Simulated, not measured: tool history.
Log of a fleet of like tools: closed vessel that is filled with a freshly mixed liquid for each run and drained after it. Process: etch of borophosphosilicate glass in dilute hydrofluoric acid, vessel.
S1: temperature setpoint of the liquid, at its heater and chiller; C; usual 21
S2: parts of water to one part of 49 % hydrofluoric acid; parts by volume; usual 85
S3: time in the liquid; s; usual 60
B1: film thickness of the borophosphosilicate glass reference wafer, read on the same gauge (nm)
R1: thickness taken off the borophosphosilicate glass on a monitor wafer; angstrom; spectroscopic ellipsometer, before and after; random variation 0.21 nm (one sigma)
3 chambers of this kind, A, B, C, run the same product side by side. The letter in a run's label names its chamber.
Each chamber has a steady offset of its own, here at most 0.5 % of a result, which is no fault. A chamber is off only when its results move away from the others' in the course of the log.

| run | hour | S1 | S2 | S3 | B1 | R1 |
|---|---|---|---|---|---|---|
| 1C | 4.8 | 21 | 85 | 60 | 129.98 | 368.41 |
| 2A | 8.3 | 21 | 85 | 60 | 130.01 | 373.32 |
| 3B | 14.2 | 21 | 85 | 60 | 129.99 | 371.8 |
| 4A | 19.9 | 21 | 85 | 60 | 129.98 | 375.25 |
|  | 21.5 | chamber A: hydrofluoric acid flow meter replaced |
| 5B | 22.5 | 21 | 85 | 60 | 129.99 | 370.92 |
| 6C | 27.5 | 21 | 85 | 60 | 129.99 | 369.53 |
| 7C | 31.6 | 21 | 85 | 60 | 129.98 | 369.76 |
| 8B | 37.4 | 21 | 85 | 60 | 130.01 | 372.21 |
| 9A | 40.4 | 21 | 85 | 75 | 130.01 | 464.81 |
| 10A | 43.2 | 21 | 85 | 75 | 130.01 | 466.51 |
| 11C | 46.3 | 21 | 85 | 75 | 129.99 | 463.69 |
| 12B | 51.8 | 21 | 85 | 60 | 130 | 372.45 |
| 13B | 54.6 | 21 | 85 | 60 | 130.01 | 374.28 |
| 14C | 57.7 | 21 | 85 | 60 | 130.05 | 376.63 |
| 15A | 63.1 | 21 | 85 | 60 | 129.98 | 370.17 |
| 16C | 68.1 | 21 | 85 | 60 | 130 | 376.53 |
| 17B | 73.1 | 21 | 85 | 60 | 130.01 | 373.93 |
| 18A | 78.7 | 21 | 85 | 60 | 130.02 | 371.12 |
| 19C | 84.1 | 21 | 85 | 60 | 129.98 | 385.8 |
| 20A | 89.2 | 21 | 85 | 60 | 130.01 | 371.52 |
| 21B | 94.4 | 21 | 85 | 60 | 130.02 | 369.99 |
| 22B | 97.8 | 21 | 85 | 60 | 130.01 | 369.14 |
| 23C | 101.9 | 21 | 85 | 60 | 129.98 | 397.4 |
| 24A | 104.7 | 21 | 85 | 60 | 130.06 | 371.69 |
| 25C | 109.4 | 21 | 85 | 60 | 130.04 | 399.21 |
| 26A | 114.9 | 21 | 85 | 60 | 129.97 | 369.04 |

Is one chamber off against the others, does the gauge drift, or is nothing wrong? If a chamber is off, say which, and what the likeliest cause is.

Chamber C drifts away from the others.
Cause: liquid hotter than its thermometer reads (K) = 2.06.
The log may not tell that from: hydrofluoric acid flow above the setpoint (%).

Here are 4 candidates for chamber C's next run, each the usual settings with a change, their results left as question marks. Which one brings its results back in line with what the others give on the usual settings?
In line means no further than this from the other chambers' mean on the usual settings: R1 7.4 angstrom
| 27C-1 | 119.1 | 25.5 | 85 | 60 |  | ? |
| 27C-2 | 119.1 | 20.5 | 90 | 55 |  | ? |
| 27C-3 | 119.1 | 19 | 85 | 60 |  | ? |
| 27C-4 | 119.1 | 21 | 85 | 65 |  | ? |

The other chambers' mean on the usual settings: R1 372.24 angstrom
| run | R1 |
|---|---|
| 27C-1 | 484.72 |
| 27C-2 | 341.43 |
| 27C-3 | 372.53 |
| 27C-4 | 438.37 |
27C-3 brings the chamber back in line.
